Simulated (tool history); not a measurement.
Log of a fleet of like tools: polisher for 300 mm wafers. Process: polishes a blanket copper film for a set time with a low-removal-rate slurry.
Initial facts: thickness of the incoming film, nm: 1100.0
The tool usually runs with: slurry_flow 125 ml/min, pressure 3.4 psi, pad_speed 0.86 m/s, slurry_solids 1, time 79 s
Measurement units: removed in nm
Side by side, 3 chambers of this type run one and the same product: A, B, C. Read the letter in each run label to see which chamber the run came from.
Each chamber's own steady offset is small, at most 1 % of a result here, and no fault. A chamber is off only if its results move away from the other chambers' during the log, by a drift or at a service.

| run | hour | slurry_flow | pressure | pad_speed | slurry_solids | time | wafers polished on this pad | hours since the slurry nozzle was cleaned | hours since the head pressure was calibrated | hours since the slurry blender was calibrated | removed |
|---|---|---|---|---|---|---|---|---|---|---|---|
| 1A | 4.6 | 125 | 3.4 | 0.86 | 1 | 79 | 368 | 558.8 | 1194.8 | 332.9 | 263.28 |
| 2B | 10.9 | 125 | 3.4 | 0.86 | 1 | 79 | 1096 | 678.5 | 463.3 | 53.8 | 267.78 |
|  | 12.6 | chamber C: worn pad replaced by a new one |
| 3C | 15.8 | 125 | 3.4 | 0.86 | 1 | 79 | 37 | 440.8 | 145.7 | 108.6 | 266.1 |
| 4C | 21.1 | 125 | 3.4 | 0.86 | 1 | 79 | 98 | 446.1 | 151 | 113.9 | 264.58 |
| 5A | 25.4 | 125 | 3.4 | 0.86 | 1 | 79 | 607 | 579.6 | 1215.6 | 353.7 | 265.86 |
|  | 26.3 | chamber A: worn pad replaced by a new one |
| 6B | 30.8 | 125 | 3.4 | 0.86 | 1 | 79 | 1326 | 698.4 | 483.2 | 73.7 | 268.69 |
|  | 33.1 | chamber B: worn pad replaced by a new one |
| 7B | 35 | 125 | 3.4 | 0.86 | 1 | 79 | 22 | 702.6 | 487.4 | 77.9 | 262.87 |
| 8C | 39.8 | 125 | 3.4 | 0.86 | 1 | 79 | 313 | 464.8 | 169.7 | 132.6 | 264.4 |
| 9A | 43.3 | 125 | 3.4 | 0.86 | 1 | 79 | 196 | 597.5 | 1233.5 | 371.6 | 274.72 |
| 10C | 49.5 | 125 | 3.4 | 0.86 | 1 | 79 | 425 | 474.5 | 179.4 | 142.3 | 266.42 |
| 11B | 55.7 | 125 | 3.4 | 1 | 1 | 63 | 261 | 723.3 | 508.1 | 98.6 | 242.81 |
| 12A | 60.2 | 125 | 3.4 | 1 | 1 | 63 | 391 | 614.4 | 1250.4 | 388.5 | 250.27 |
|  | 62.5 | chamber A: slurry blender recalibrated |
| 13B | 64.6 | 125 | 3.4 | 1 | 1 | 63 | 363 | 732.2 | 517 | 107.5 | 247.07 |
| 14A | 69.5 | 125 | 3.4 | 0.86 | 1 | 79 | 498 | 623.7 | 1259.7 | 7.1 | 267.81 |
| 15C | 76.3 | 125 | 3.4 | 0.86 | 1 | 79 | 734 | 501.3 | 206.2 | 169.1 | 265.48 |
| 16A | 82.5 | 125 | 3.4 | 0.6 | 0.8 | 79 | 647 | 636.7 | 1272.7 | 20.1 | 175.64 |
| 17B | 87 | 125 | 3.4 | 0.6 | 0.8 | 79 | 621 | 754.6 | 539.4 | 129.9 | 179.8 |
|  | 88.6 | chamber A: worn pad replaced by a new one |
| 18C | 93.2 | 125 | 3.4 | 0.6 | 0.8 | 79 | 928 | 518.2 | 223.1 | 186 | 177.16 |
| 19A | 99.3 | 125 | 3.4 | 0.86 | 1 | 79 | 124 | 653.5 | 1289.5 | 36.9 | 270.5 |
| 20C | 103.2 | 125 | 3.4 | 0.86 | 1 | 79 | 1044 | 528.2 | 233.1 | 196 | 256.57 |
|  | 103.3 | chamber C: worn pad replaced by a new one |
|  | 105.5 | chamber A: head pressure recalibrated |
| 21B | 106.4 | 125 | 3.4 | 0.86 | 1 | 79 | 845 | 774 | 558.8 | 149.3 | 262.09 |
| 22C | 111.4 | 125 | 3.4 | 0.86 | 1 | 79 | 94 | 536.4 | 241.3 | 204.2 | 263.46 |
| 23A | 115.8 | 125 | 3.4 | 0.86 | 1 | 79 | 314 | 670 | 10.4 | 53.4 | 269.98 |
| 24B | 119.9 | 125 | 3.4 | 0.86 | 1 | 79 | 1000 | 787.5 | 572.3 | 162.8 | 267.16 |
| 25C | 126.4 | 125 | 3.4 | 0.86 | 1 | 79 | 267 | 551.4 | 256.3 | 219.2 | 263.74 |
| 26B | 130.4 | 125 | 3.4 | 0.86 | 1 | 79 | 1121 | 798 | 582.8 | 173.3 | 262.85 |
|  | 130.6 | chamber C: head pressure recalibrated |
| 27A | 134 | 125 | 3.4 | 0.86 | 1 | 79 | 523 | 688.2 | 28.6 | 71.6 | 266.68 |
| 28C | 141.1 | 125 | 3.4 | 0.86 | 1 | 79 | 436 | 566.1 | 10.6 | 233.9 | 239.27 |
|  | 145.7 | chamber A: worn pad replaced by a new one |
| 29A | 145.8 | 125 | 3.4 | 0.86 | 1 | 79 | 1 | 700 | 40.4 | 83.4 | 262.73 |
|  | 148.3 | chamber B: slurry nozzle cleaned |
| 30B | 150 | 125 | 3.4 | 0.86 | 1 | 79 | 1347 | 1.7 | 602.4 | 192.9 | 265.53 |
| 31B | 154.9 | 125 | 3.4 | 0.86 | 1 | 65 | 1403 | 6.6 | 607.3 | 197.8 | 216.19 |
| 32A | 161.2 | 125 | 3.4 | 0.86 | 1 | 65 | 179 | 715.4 | 55.8 | 98.8 | 221.36 |
| 33C | 168.4 | 125 | 3.4 | 0.86 | 1 | 65 | 750 | 593.4 | 37.9 | 261.2 | 200.05 |
|  | 172.3 | chamber B: worn pad replaced by a new one |
| 34A | 174.8 | 125 | 3.4 | 0.86 | 1 | 79 | 336 | 729 | 69.4 | 112.4 | 266.18 |
| 35B | 182 | 125 | 3.4 | 0.86 | 1 | 79 | 112 | 33.7 | 634.4 | 224.9 | 262.66 |
|  | 186.5 | chamber C: worn pad replaced by a new one |
| 36C | 188.2 | 125 | 2.5 | 1.06 | 1 | 79 | 19 | 613.2 | 57.7 | 281 | 218.7 |
|  | 191.6 | chamber C: slurry blender recalibrated |
| 37C | 191.9 | 125 | 2.5 | 1.06 | 1 | 79 | 62 | 616.9 | 61.4 | 0.3 | 217.43 |
|  | 192.5 | chamber A: slurry nozzle cleaned |
| 38B | 198 | 125 | 2.5 | 1.06 | 1 | 79 | 296 | 49.7 | 650.4 | 240.9 | 238.47 |
| 39A | 202.5 | 125 | 3.4 | 0.86 | 1 | 79 | 655 | 10 | 97.1 | 140.1 | 265.08 |
|  | 203.7 | chamber B: slurry blender recalibrated |
|  | 208 | chamber A: worn pad replaced by a new one |
| 40A | 209.6 | 125 | 4.3 | 0.86 | 1 | 90 | 19 | 17.1 | 104.2 | 147.2 | 390.22 |
| 41C | 215.8 | 125 | 4.3 | 0.86 | 1 | 90 | 337 | 640.8 | 85.3 | 24.2 | 348.69 |
| 42B | 220.9 | 125 | 4.3 | 0.86 | 1 | 90 | 560 | 72.6 | 673.3 | 17.3 | 373.09 |
| 43A | 226 | 125 | 3.4 | 0.86 | 1 | 79 | 208 | 33.5 | 120.6 | 163.6 | 266.08 |

Is one chamber out of step, is the gauge drifting, or do the chambers differ by no more than their own small offsets? For an off chamber, give its letter and the likeliest cause.

A service left chamber C off against the others.
Likeliest cause: head's pressure below its setpoint, % = 9.28.

Which of the 4 candidates below, each the usual settings with something changed and its results left as question marks, puts chamber C back in line with what the other chambers give on the usual settings?
In-line tolerance around the mean of the other chambers on the usual settings: removed 10 nm
| 44C-1 | 231.2 | 125 | 3.5 | 0.88 | 1 | 82 |  |  |  |  | ? |
| 44C-2 | 231.2 | 125 | 3.6 | 0.92 | 1 | 84 |  |  |  |  | ? |
| 44C-3 | 231.2 | 125 | 3.2 | 0.8 | 1 | 74 |  |  |  |  | ? |
| 44C-4 | 231.2 | 80 | 3.4 | 0.86 | 1 | 79 |  |  |  |  | ? |

What the other chambers average on the usual settings: removed 266.86 nm
| run | removed |
|---|---|
| 44C-1 | 262.66 |
| 44C-2 | 289.17 |
| 44C-3 | 197.26 |
| 44C-4 | 215.05 |
With 44C-1, the chamber falls back in line with the rest.

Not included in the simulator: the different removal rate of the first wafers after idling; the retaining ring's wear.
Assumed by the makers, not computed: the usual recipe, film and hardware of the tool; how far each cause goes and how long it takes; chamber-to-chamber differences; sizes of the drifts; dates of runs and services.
